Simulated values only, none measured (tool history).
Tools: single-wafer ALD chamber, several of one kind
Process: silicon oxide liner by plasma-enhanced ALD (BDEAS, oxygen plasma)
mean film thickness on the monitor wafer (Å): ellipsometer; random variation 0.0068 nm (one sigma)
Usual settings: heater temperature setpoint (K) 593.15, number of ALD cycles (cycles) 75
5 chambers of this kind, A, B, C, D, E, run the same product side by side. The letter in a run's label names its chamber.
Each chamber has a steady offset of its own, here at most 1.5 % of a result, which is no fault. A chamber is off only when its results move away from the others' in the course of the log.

run	hour	heater temperature setpoint (K)	number of ALD cycles (cycles)	hours since the last thermocouple change	read-back reference wafer on the same gauge, thickness_nm	mean film thickness on the monitor wafer (Å)
1B	10.6	593.15	75	838.1	6.8610	67.575
2A	22.8	593.15	75	2010.2	6.8618	68.767
3E	32.2	593.15	75	469.8	6.8619	67.694
4C	41.7	593.15	75	118.9	6.8622	67.654
5D	53.5	593.15	75	905.3	6.8643	67.358
6B	68.4	593.15	75	895.9	6.8645	67.558
7C	77.0	593.15	75	154.2	6.8660	67.706
8A	89.3	593.15	75	2076.7	6.8669	68.818
9D	101.9	593.15	75	953.7	6.8688	67.361
10E	111.5	593.15	75	549.1	6.8684	67.742
11D	122.4	593.15	75	974.2	6.8684	67.283
12A	131.7	593.15	75	2119.1	6.8714	68.860
13C	143.7	593.15	75	220.9	6.8714	67.604
14B	152.9	593.15	75	980.4	6.8698	67.611
15E	161.6	593.15	75	599.2	6.8723	67.846
16B	173.9	605.15	75	1001.4	6.8744	66.437
17A	182.7	605.15	75	2170.1	6.8741	67.569
18D	189.8	605.15	75	1041.6	6.8750	66.254
19E	203.9	605.15	75	641.5	6.8757	66.618
20C	215.4	605.15	75	292.6	6.8769	66.616
21E	222.7	593.15	75	660.3	6.8782	67.791
22D	230.8	593.15	75	1082.6	6.8789	67.482
23B	241.2	593.15	75	1068.7	6.8783	67.722
24A	248.8	583.15	70	2236.2	6.8822	65.389
25C	258.6	583.15	70	335.8	6.8805	64.280
26A	270.5	583.15	70	2257.9	6.8823	65.134
27C	279.2	583.15	70	356.4	6.8811	64.300
28E	291.0	583.15	70	728.6	6.8811	64.337
29D	300.6	593.15	75	1152.4	6.8840	67.365
30B	307.5	593.15	75	1135.0	6.8850	67.708
31C	322.3	593.15	75	399.5	6.8858	67.795
32E	332.3	593.15	75	769.9	6.8863	67.953
33A	340.7	593.15	75	2328.1	6.8881	69.003
34B	348.0	593.15	75	1175.5	6.8886	67.785

Next, every chamber runs the same settings. What will each give?
35A	359.4	608.15	75			?
35B	359.4	608.15	75			?
35C	359.4	608.15	75			?
35D	359.4	608.15	75			?
35E	359.4	608.15	75			?

run	mean film thickness on the monitor wafer (Å)
35A	67.468
35B	66.299
35C	66.494
35D	66.155
35E	66.471
